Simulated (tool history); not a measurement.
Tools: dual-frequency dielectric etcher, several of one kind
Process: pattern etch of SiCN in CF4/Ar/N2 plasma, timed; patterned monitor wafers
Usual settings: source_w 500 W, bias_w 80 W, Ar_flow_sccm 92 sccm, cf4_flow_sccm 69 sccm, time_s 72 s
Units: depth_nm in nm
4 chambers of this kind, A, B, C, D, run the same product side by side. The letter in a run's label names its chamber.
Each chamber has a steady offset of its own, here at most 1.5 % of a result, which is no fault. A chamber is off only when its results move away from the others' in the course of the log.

run	hour	source_w	bias_w	Ar_flow_sccm	cf4_flow_sccm	time_s	read-back reference wafer on the same gauge, depth_nm	depth_nm
1D	5.6	500	80	92	69	72	81.912	71.822
2B	9.3	500	80	92	69	72	81.886	71.276
3C	16.5	500	80	92	69	72	81.868	71.028
4A	20.4	500	80	92	69	72	81.947	70.745
# hour 23.8: chamber B: wet clean of the chamber
5A	25	500	80	92	69	72	81.85	70.69
6D	29	500	80	92	69	72	81.875	71.626
7B	35.6	500	80	92	69	72	81.877	71.622
8C	40.1	500	80	92	69	72	81.913	71.36
9A	46.5	500	80	92	69	72	81.792	70.446
10B	52.5	500	80	92	69	72	81.823	71.417
11D	57.7	500	80	92	69	72	81.857	72.219
12C	62.1	500	80	92	69	72	81.917	71.614
13C	66.7	500	80	92	69	72	81.798	71.562
14B	71.5	500	80	92	69	72	81.833	71.926
15A	78.8	500	80	72	58	72	81.883	71.365
16D	82.9	500	80	72	58	72	81.875	72.722
17B	87	500	80	72	58	72	81.879	72.658
18A	94.6	500	80	72	58	72	81.885	71.615
19D	100.3	500	80	92	83	72	81.991	73.915
20C	104	500	80	92	83	72	81.881	73.762
21D	108.5	500	80	92	83	72	81.955	74.195
22B	114.1	500	80	92	83	72	81.833	73.464
23A	121.8	500	80	92	69	72	81.91	70.707
24C	126.4	500	80	92	69	72	81.942	71.009
25A	131.5	500	80	92	69	72	82.007	70.362
26B	136.6	500	80	92	69	72	81.865	71.328
27D	142.8	500	80	92	69	87.5	81.983	87.373
28C	147.8	500	80	92	69	87.5	81.898	87.155
29D	151.5	500	80	92	69	87.5	81.951	87.201
30B	156.2	500	80	92	69	87.5	81.824	87.352
31C	160.6	500	80	92	69	72	81.94	71.397
32A	165.5	500	80	92	69	72	81.826	70.794

Is one chamber off against the others, does the gauge drift, or is nothing wrong? If a chamber is off, say which, and what the likeliest cause is.

No chamber stands off beyond its own small offset, and the gauge holds steady.
